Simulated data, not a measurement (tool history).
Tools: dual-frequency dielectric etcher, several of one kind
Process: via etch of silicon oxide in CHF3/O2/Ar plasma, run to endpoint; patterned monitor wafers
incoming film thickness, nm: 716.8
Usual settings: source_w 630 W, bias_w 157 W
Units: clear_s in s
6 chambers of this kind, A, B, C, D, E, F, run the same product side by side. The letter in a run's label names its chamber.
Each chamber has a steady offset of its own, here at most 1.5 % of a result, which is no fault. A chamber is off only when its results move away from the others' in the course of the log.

{"run": "1D", "hour": 6.8, "source_w": 630, "bias_w": 157, "clear_s": 371.7}
{"run": "2C", "hour": 13.7, "source_w": 630, "bias_w": 157, "clear_s": 372.99}
{"run": "3B", "hour": 21.8, "source_w": 630, "bias_w": 157, "clear_s": 374.09}
{"run": "4A", "hour": 31.2, "source_w": 630, "bias_w": 157, "clear_s": 367.73}
{"hour": 33.9, "done": "chamber B: wet clean of the chamber"}
{"run": "5E", "hour": 37.3, "source_w": 630, "bias_w": 157, "clear_s": 372.57}
{"run": "6F", "hour": 42.1, "source_w": 630, "bias_w": 157, "clear_s": 374.53}
{"run": "7F", "hour": 47.8, "source_w": 630, "bias_w": 157, "clear_s": 374.38}
{"run": "8C", "hour": 55.9, "source_w": 630, "bias_w": 157, "clear_s": 371.09}
{"run": "9A", "hour": 61.5, "source_w": 630, "bias_w": 157, "clear_s": 368.36}
{"run": "10E", "hour": 66.3, "source_w": 630, "bias_w": 157, "clear_s": 371.14}
{"run": "11D", "hour": 75.8, "source_w": 740, "bias_w": 157, "clear_s": 349.37}
{"run": "12B", "hour": 80.3, "source_w": 740, "bias_w": 157, "clear_s": 352.4}
{"run": "13C", "hour": 88.5, "source_w": 740, "bias_w": 157, "clear_s": 349.87}
{"run": "14A", "hour": 94.0, "source_w": 740, "bias_w": 157, "clear_s": 346.37}
{"run": "15D", "hour": 99.5, "source_w": 740, "bias_w": 157, "clear_s": 349.75}
{"run": "16B", "hour": 106.6, "source_w": 740, "bias_w": 157, "clear_s": 353.14}
{"run": "17F", "hour": 113.0, "source_w": 630, "bias_w": 157, "clear_s": 374.45}
{"run": "18E", "hour": 118.5, "source_w": 510, "bias_w": 157, "clear_s": 405.21}
{"hour": 119.1, "done": "chamber E: wet clean of the chamber"}
{"run": "19B", "hour": 127.4, "source_w": 510, "bias_w": 157, "clear_s": 401.91}
{"run": "20F", "hour": 134.8, "source_w": 510, "bias_w": 157, "clear_s": 404.21}
{"hour": 137.0, "done": "chamber A: source power generator calibrated"}
{"run": "21D", "hour": 142.4, "source_w": 510, "bias_w": 157, "clear_s": 402.18}
{"run": "22C", "hour": 147.7, "source_w": 510, "bias_w": 157, "clear_s": 403.05}
{"run": "23E", "hour": 156.8, "source_w": 510, "bias_w": 157, "clear_s": 389.12}
{"run": "24A", "hour": 163.0, "source_w": 630, "bias_w": 157, "clear_s": 367.07}
{"run": "25C", "hour": 170.2, "source_w": 630, "bias_w": 157, "clear_s": 372.42}
{"run": "26E", "hour": 179.2, "source_w": 630, "bias_w": 157, "clear_s": 357.84}
{"hour": 179.8, "done": "chamber C: wet clean of the chamber"}
{"run": "27B", "hour": 183.4, "source_w": 630, "bias_w": 157, "clear_s": 373.4}
{"run": "28A", "hour": 192.0, "source_w": 630, "bias_w": 157, "clear_s": 367.18}
{"run": "29F", "hour": 199.5, "source_w": 630, "bias_w": 157, "clear_s": 373.48}
{"run": "30D", "hour": 204.2, "source_w": 630, "bias_w": 157, "clear_s": 374.26}
{"run": "31A", "hour": 212.9, "source_w": 630, "bias_w": 157, "clear_s": 366.3}
{"run": "32F", "hour": 218.2, "source_w": 580, "bias_w": 195, "clear_s": 359.97}
{"run": "33B", "hour": 223.8, "source_w": 580, "bias_w": 195, "clear_s": 358.28}
{"run": "34D", "hour": 233.0, "source_w": 580, "bias_w": 195, "clear_s": 355.48}
{"hour": 234.7, "done": "chamber A: wet clean of the chamber"}
{"run": "35E", "hour": 241.9, "source_w": 580, "bias_w": 195, "clear_s": 344.42}
{"run": "36C", "hour": 250.4, "source_w": 580, "bias_w": 195, "clear_s": 353.47}
{"run": "37A", "hour": 254.7, "source_w": 580, "bias_w": 195, "clear_s": 350.28}
{"run": "38C", "hour": 262.0, "source_w": 630, "bias_w": 157, "clear_s": 371.09}
{"run": "39E", "hour": 268.3, "source_w": 630, "bias_w": 177, "clear_s": 345.22}

All 6 chambers run these settings next. Forecast each chamber's results:
{"run": "40A", "hour": 275.1, "source_w": 630, "bias_w": 157, "clear_s": "?"}
{"run": "40B", "hour": 275.1, "source_w": 630, "bias_w": 157, "clear_s": "?"}
{"run": "40C", "hour": 275.1, "source_w": 630, "bias_w": 157, "clear_s": "?"}
{"run": "40D", "hour": 275.1, "source_w": 630, "bias_w": 157, "clear_s": "?"}
{"run": "40E", "hour": 275.1, "source_w": 630, "bias_w": 157, "clear_s": "?"}
{"run": "40F", "hour": 275.1, "source_w": 630, "bias_w": 157, "clear_s": "?"}

run=40A clear_s=367.06
run=40B clear_s=374.40
run=40C clear_s=371.41
run=40D clear_s=371.30
run=40E clear_s=361.18
run=40F clear_s=374.00
